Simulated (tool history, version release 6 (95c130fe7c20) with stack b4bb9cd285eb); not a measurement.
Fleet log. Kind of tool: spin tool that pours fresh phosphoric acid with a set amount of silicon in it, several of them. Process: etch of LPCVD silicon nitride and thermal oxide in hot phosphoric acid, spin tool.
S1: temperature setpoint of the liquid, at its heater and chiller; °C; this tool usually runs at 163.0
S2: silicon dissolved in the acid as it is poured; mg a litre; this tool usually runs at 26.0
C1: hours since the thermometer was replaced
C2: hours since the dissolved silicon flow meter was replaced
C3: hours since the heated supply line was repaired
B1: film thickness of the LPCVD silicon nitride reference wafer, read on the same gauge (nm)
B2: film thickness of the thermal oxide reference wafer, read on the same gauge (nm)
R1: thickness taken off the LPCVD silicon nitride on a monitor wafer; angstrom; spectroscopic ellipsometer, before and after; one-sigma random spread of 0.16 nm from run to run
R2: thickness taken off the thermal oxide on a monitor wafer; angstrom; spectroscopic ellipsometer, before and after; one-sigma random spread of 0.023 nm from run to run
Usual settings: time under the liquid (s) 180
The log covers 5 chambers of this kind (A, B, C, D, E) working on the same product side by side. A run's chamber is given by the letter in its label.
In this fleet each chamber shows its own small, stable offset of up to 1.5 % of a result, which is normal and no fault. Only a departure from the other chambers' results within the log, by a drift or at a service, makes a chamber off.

Run 1E, hour 5.6: usual settings; C1 1113.2; C2 1381.9; C3 778.4; B1 139.97; B2 59.942. Result: R1 174.37 angstrom, R2 3.4808 angstrom.
Run 2B, hour 15.4: usual settings; C1 355.5; C2 397.6; C3 960.0; B1 139.98; B2 60.000. Result: R1 176.22 angstrom, R2 3.3636 angstrom.
Run 3A, hour 24.3: usual settings; C1 604.8; C2 387.3; C3 1930.9; B1 139.96; B2 59.989. Result: R1 174.31 angstrom, R2 3.2282 angstrom.
Run 4D, hour 29.0: usual settings; C1 869.5; C2 483.3; C3 588.8; B1 140.01; B2 60.003. Result: R1 173.03 angstrom, R2 3.5031 angstrom.
Run 5C, hour 34.4: usual settings but S1 165.5 °C, S2 43.5 mg a litre; C1 101.0; C2 514.0; C3 112.5; B1 139.99; B2 60.027. Result: R1 189.43 angstrom, R2 1.8319 angstrom.
Run 6A, hour 44.7: usual settings but S1 165.5 °C, S2 43.5 mg a litre; C1 625.2; C2 407.7; C3 1951.3; B1 139.98; B2 60.051. Result: R1 187.94 angstrom, R2 1.6743 angstrom.
Run 7B, hour 49.8: usual settings but S1 165.5 °C, S2 43.5 mg a litre; C1 389.9; C2 432.0; C3 994.4; B1 139.98; B2 60.002. Result: R1 190.30 angstrom, R2 1.6324 angstrom.
Run 8E, hour 55.4: usual settings but S1 165.5 °C, S2 43.5 mg a litre; C1 1163.0; C2 1431.7; C3 828.2; B1 139.97; B2 59.981. Result: R1 191.27 angstrom, R2 1.5032 angstrom.
Run 9D, hour 60.4: usual settings but S1 165.5 °C, S2 43.5 mg a litre; C1 900.9; C2 514.7; C3 620.2; B1 139.99; B2 60.001. Result: R1 187.01 angstrom, R2 1.7412 angstrom.
Run 10C, hour 65.2: usual settings; C1 131.8; C2 544.8; C3 143.3; B1 140.02; B2 59.970. Result: R1 172.44 angstrom, R2 3.3252 angstrom.
Run 11A, hour 71.5: usual settings; C1 652.0; C2 434.5; C3 1978.1; B1 140.00; B2 60.016. Result: R1 175.81 angstrom, R2 3.5207 angstrom.
Run 12B, hour 76.7: usual settings; C1 416.8; C2 458.9; C3 1021.3; B1 139.99; B2 60.000. Result: R1 177.55 angstrom, R2 3.4114 angstrom.
Run 13C, hour 82.5: usual settings; C1 149.1; C2 562.1; C3 160.6; B1 140.01; B2 59.970. Result: R1 170.15 angstrom, R2 3.2600 angstrom.
Run 14E, hour 87.2: usual settings; C1 1194.8; C2 1463.5; C3 860.0; B1 139.96; B2 60.022. Result: R1 176.76 angstrom, R2 3.3328 angstrom.
Run 15D, hour 96.1: usual settings but S1 164.0 °C, S2 18.5 mg a litre; C1 936.6; C2 550.4; C3 655.9; B1 139.96; B2 59.972. Result: R1 178.17 angstrom, R2 4.4283 angstrom.
Run 16C, hour 102.7: usual settings but S1 164.0 °C, S2 18.5 mg a litre; C1 169.3; C2 582.3; C3 180.8; B1 140.04; B2 59.976. Result: R1 180.50 angstrom, R2 4.8754 angstrom.
At hour 105.5: chamber A: dissolved silicon flow meter replaced.
Run 17B, hour 112.1: usual settings but S1 164.0 °C, S2 18.5 mg a litre; C1 452.2; C2 494.3; C3 1056.7; B1 140.01; B2 59.979. Result: R1 174.76 angstrom, R2 4.8108 angstrom.
Run 18A, hour 118.8: usual settings but S1 164.0 °C, S2 18.5 mg a litre; C1 699.3; C2 13.3; C3 2025.4; B1 139.99; B2 59.982. Result: R1 182.26 angstrom, R2 4.3051 angstrom.
Run 19D, hour 125.5: usual settings but S1 164.0 °C, S2 18.5 mg a litre; C1 966.0; C2 579.8; C3 685.3; B1 140.00; B2 59.962. Result: R1 178.41 angstrom, R2 4.6473 angstrom.
Run 20E, hour 134.2: usual settings but S1 165.0 °C, S2 34.0 mg a litre; C1 1241.8; C2 1510.5; C3 907.0; B1 139.96; B2 59.971. Result: R1 185.72 angstrom, R2 3.0729 angstrom.
Run 21E, hour 139.9: usual settings but S1 165.0 °C, S2 34.0 mg a litre; C1 1247.5; C2 1516.2; C3 912.7; B1 139.99; B2 59.991. Result: R1 185.23 angstrom, R2 2.8506 angstrom.
Run 22C, hour 149.3: usual settings but S1 165.0 °C, S2 34.0 mg a litre; C1 215.9; C2 628.9; C3 227.4; B1 140.02; B2 59.948. Result: R1 184.83 angstrom, R2 2.9304 angstrom.
Run 23B, hour 159.9: usual settings but S1 165.0 °C, S2 34.0 mg a litre; C1 500.0; C2 542.1; C3 1104.5; B1 140.00; B2 59.986. Result: R1 186.21 angstrom, R2 2.6781 angstrom.
Run 24A, hour 168.0: usual settings but S1 165.0 °C, S2 34.0 mg a litre; C1 748.5; C2 62.5; C3 2074.6; B1 140.02; B2 59.984. Result: R1 185.69 angstrom, R2 2.4170 angstrom.
Run 25D, hour 175.0: usual settings; C1 1015.5; C2 629.3; C3 734.8; B1 140.00; B2 59.998. Result: R1 169.18 angstrom, R2 3.2778 angstrom.
Run 26A, hour 182.4: usual settings but time under the liquid (s) 215; C1 762.9; C2 76.9; C3 2089.0; B1 139.98; B2 59.991. Result: R1 207.41 angstrom, R2 4.1850 angstrom.
Run 27C, hour 192.3: usual settings but time under the liquid (s) 215; C1 258.9; C2 671.9; C3 270.4; B1 140.04; B2 60.023. Result: R1 208.53 angstrom, R2 3.5498 angstrom.
Run 28B, hour 197.7: usual settings but time under the liquid (s) 215; C1 537.8; C2 579.9; C3 1142.3; B1 139.99; B2 60.001. Result: R1 207.83 angstrom, R2 4.0715 angstrom.
Run 29D, hour 204.2: usual settings but time under the liquid (s) 215; C1 1044.7; C2 658.5; C3 764.0; B1 140.00; B2 60.007. Result: R1 202.18 angstrom, R2 3.9578 angstrom.
Run 30E, hour 211.8: usual settings but time under the liquid (s) 215; C1 1319.4; C2 1588.1; C3 984.6; B1 140.06; B2 59.997. Result: R1 194.75 angstrom, R2 3.5412 angstrom.
Run 31A, hour 219.4: usual settings; C1 799.9; C2 113.9; C3 2126.0; B1 139.98; B2 60.042. Result: R1 173.40 angstrom, R2 3.2374 angstrom.
Run 32E, hour 227.8: usual settings; C1 1335.4; C2 1604.1; C3 1000.6; B1 139.98; B2 59.999. Result: R1 162.34 angstrom, R2 2.6183 angstrom.
Run 33D, hour 237.7: usual settings; C1 1078.2; C2 692.0; C3 797.5; B1 140.02; B2 59.992. Result: R1 173.46 angstrom, R2 3.4446 angstrom.
Run 34C, hour 243.9: usual settings but S1 165.0 °C, time under the liquid (s) 250; C1 310.5; C2 723.5; C3 322.0; B1 139.97; B2 59.993. Result: R1 258.88 angstrom, R2 5.2607 angstrom.
Run 35B, hour 251.3: usual settings but S1 165.0 °C, time under the liquid (s) 250; C1 591.4; C2 633.5; C3 1195.9; B1 139.96; B2 59.981. Result: R1 256.31 angstrom, R2 5.0482 angstrom.
Run 36E, hour 261.9: usual settings but S1 165.0 °C, time under the liquid (s) 250; C1 1369.5; C2 1638.2; C3 1034.7; B1 140.01; B2 59.954. Result: R1 241.40 angstrom, R2 4.1787 angstrom.
Run 37A, hour 268.0: usual settings but S1 165.0 °C, time under the liquid (s) 250; C1 848.5; C2 162.5; C3 2174.6; B1 139.96; B2 60.003. Result: R1 259.43 angstrom, R2 5.2764 angstrom.
Run 38D, hour 276.0: usual settings but S1 165.0 °C, time under the liquid (s) 250; C1 1116.5; C2 730.3; C3 835.8; B1 140.01; B2 59.948. Result: R1 255.23 angstrom, R2 5.4112 angstrom.

Has any chamber moved away from the others, gradually or after a service, or does the common gauge drift, or do the chambers differ only by their own small steady offsets? State the chamber and the most likely cause if one applies.

One chamber, E, drifts off from the rest bit by bit.
What lies behind it: temperature lost on the way to the wafer (K) = 3.14.

Below are 4 candidate recipes for chamber E's next run, each the usual settings with a change, their results shown as question marks. Which of them brings E's results back in line with what the other chambers give on the usual settings?
Maximum distance from the other chambers' mean on the usual settings for a result to count as in line: R1 5.70 angstrom; R2 0.8200 angstrom
Run 39E-1, hour 283.9: usual settings but S2 29.5 mg a litre, time under the liquid (s) 165. Result: R1 ?, R2 ?.
Run 39E-2, hour 283.9: usual settings but S1 162.5 °C, S2 32.0 mg a litre, time under the liquid (s) 155. Result: R1 ?, R2 ?.
Run 39E-3, hour 283.9: usual settings but S2 22.0 mg a litre, time under the liquid (s) 200. Result: R1 ?, R2 ?.
Run 39E-4, hour 283.9: usual settings but S1 163.5 °C, S2 20.0 mg a litre, time under the liquid (s) 205. Result: R1 ?, R2 ?.

On the usual settings, the other chambers give on average: R1 173.45 angstrom; R2 3.3106 angstrom
  run      R1      R2
39E-1  145.37  2.0347
39E-2  134.29  1.6612
39E-3  176.21  3.1916
39E-4  183.67  3.6005
39E-3 is the one that brings the chamber's results back in line with the other chambers.
